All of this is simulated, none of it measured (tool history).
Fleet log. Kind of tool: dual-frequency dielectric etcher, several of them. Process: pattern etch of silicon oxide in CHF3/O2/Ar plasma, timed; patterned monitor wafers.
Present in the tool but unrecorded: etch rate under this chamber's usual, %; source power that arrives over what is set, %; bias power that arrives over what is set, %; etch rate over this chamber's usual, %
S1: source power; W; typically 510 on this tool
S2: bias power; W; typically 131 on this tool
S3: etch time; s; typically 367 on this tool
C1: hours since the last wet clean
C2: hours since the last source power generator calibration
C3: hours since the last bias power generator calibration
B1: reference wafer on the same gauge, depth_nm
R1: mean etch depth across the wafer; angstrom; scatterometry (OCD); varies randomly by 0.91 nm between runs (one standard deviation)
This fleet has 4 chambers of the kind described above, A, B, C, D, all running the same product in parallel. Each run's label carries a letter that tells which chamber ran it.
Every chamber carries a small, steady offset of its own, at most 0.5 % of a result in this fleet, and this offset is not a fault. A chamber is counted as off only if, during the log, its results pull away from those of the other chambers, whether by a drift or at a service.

run  hour   S1   S2     S3     C1      C2      C3      B1      R1
 1C     2  510  131    367  283.3     312   267.3  613.94  6143.5
 2A   4.3  510  131    367    145   506.3  2538.9   614.4  6142.3
 3D   7.3  510  131    367  176.6  1455.5   305.8  614.34  6123.4
 4B   9.6  510  131    367  420.5  1072.7  3383.3  614.32  6149.2
 5A  13.7  510  131    367  154.4   515.7  2548.3  614.76  6139.6
 6B  16.3  430  131    448  427.2  1079.4    3390  614.64  7034.6
 7D  18.9  430  131    448  188.2  1467.1   317.4  614.77  6996.2
 8C  23.3  430  131    448  304.6   333.3   288.6  615.06  7024.3
 9B    26  430  131    448  436.9  1089.1  3399.7  615.34  7027.2
10C    29  510  131    367  310.3     339   294.3  615.12  6153.6
11A  32.8  510  131    367  173.5   534.8  2567.4  615.51  6161.8
12D    37  510  131    367  206.3  1485.2   335.5  615.87  6133.6
13A  40.7  510  131    367  181.4   542.7  2575.3  615.82  6157.7
14D  43.5  510  131    367  212.8  1491.7     342  615.93    6143
15B  46.8  460  103    367  457.7  1109.9  3420.5  616.14  5483.7
16C  49.4  460  103    367  330.7   359.4   314.7  616.51  5497.8
17B  53.2  460  103    367  464.1  1116.3  3426.9  616.65  5487.8
18A  56.8  460  103    367  197.5   558.8  2591.4   616.5    5499
19D  60.3  510  131    367  229.6  1508.5   358.8  616.77  6139.5
20C  64.1  510  131    367  345.4   374.1   329.4  616.84  6179.1
21B  66.5  510  159  282.5  477.4  1129.6  3440.2  616.76  5060.4
22D  70.7  510  159  282.5    240  1518.9   369.2  617.14  5029.5
23A  73.4  510  159  282.5  214.1   575.4    2608  617.52  5058.6
24C  77.8  510  159  282.5  359.1   387.8   343.1  617.55  5054.9
25C  80.4  510  131    367  361.7   390.4   345.7  617.59  6178.1

Each of the 4 chambers runs these same settings next. Fill in every chamber's results:
26A  83.6  380  131  367                   ?
26B  83.6  380  131  367                   ?
26C  83.6  380  131  367                   ?
26D  83.6  380  131  367                   ?

run      R1
26A    5507
26B  5495.2
26C  5538.2
26D  5485.4
